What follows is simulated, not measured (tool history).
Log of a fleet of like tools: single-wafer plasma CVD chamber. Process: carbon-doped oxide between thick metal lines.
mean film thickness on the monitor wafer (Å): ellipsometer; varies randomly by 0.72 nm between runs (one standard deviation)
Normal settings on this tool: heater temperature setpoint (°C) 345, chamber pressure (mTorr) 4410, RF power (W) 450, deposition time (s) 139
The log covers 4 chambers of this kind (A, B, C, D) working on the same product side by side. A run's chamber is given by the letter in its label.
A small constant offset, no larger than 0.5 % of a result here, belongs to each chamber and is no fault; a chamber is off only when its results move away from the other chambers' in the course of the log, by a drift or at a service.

run	hour	heater temperature setpoint (°C)	chamber pressure (mTorr)	RF power (W)	deposition time (s)	read-back reference wafer on the same gauge, thickness_nm	mean film thickness on the monitor wafer (Å)
1B	4.5	345	4410	450	139	571.87	6485.0
2D	8.0	345	4410	450	139	571.88	6485.4
3A	11.2	345	4410	450	139	571.83	6474.4
4C	13.6	345	4410	450	139	571.56	6517.7
5B	15.8	345	4410	450	139	571.81	6478.7
6D	17.8	345	4410	450	139	571.59	6473.7
7A	20.9	345	4410	450	139	571.40	6464.8
8C	24.7	345	4410	450	139	571.41	6534.4
9B	28.7	345	4410	450	139	571.45	6484.7
10A	31.7	345	4410	450	139	571.30	6479.9
11C	36.2	345	4410	450	139	571.21	6520.1
12D	40.4	345	4410	450	139	571.06	6478.6
13B	44.5	345	4410	450	139	571.12	6488.9
14C	48.4	345	5060	535	139	570.77	7426.1
15D	52.9	345	5060	535	139	570.84	7366.7
16A	57.2	345	5060	535	139	570.86	7380.8
17D	59.7	345	5060	535	139	570.77	7363.4
18A	62.1	351	5250	450	139	570.74	6547.7
19C	65.0	351	5250	450	139	570.52	6576.2
20B	69.5	351	5250	450	139	570.51	6545.9
21D	73.6	351	5250	450	139	570.46	6528.6
22A	78.1	345	4410	450	139	570.50	6461.7
23B	80.1	345	4410	450	139	570.39	6475.4
24C	83.9	345	4410	450	139	570.47	6496.1
25A	87.2	345	4410	450	139	570.22	6452.5
26C	91.4	345	4410	450	139	570.02	6519.2
27D	94.7	345	4410	450	139	570.02	6458.0
28B	99.2	345	4410	450	139	569.84	6466.7
29C	101.3	335	4410	450	139	569.98	6688.9
30A	105.7	335	4410	450	139	569.88	6643.5
31D	110.0	335	4410	450	139	569.96	6625.6
32B	112.2	335	4410	450	139	569.79	6646.5
33B	116.6	345	4410	450	139	569.51	6458.8
34A	120.5	345	4410	450	139	569.49	6448.0
35D	123.2	345	4410	450	139	569.46	6461.6

Which is it: a chamber that has drifted or been left off by a service, a gauge drift common to all chambers, or only each chamber's usual small offset? If a chamber is off, name it and its likeliest cause.

No chamber is off; the gauge reading every chamber's wafers drifts, which makes the whole fleet appear to move together.
Likeliest cause: gauge reads low (%) = 0.452.
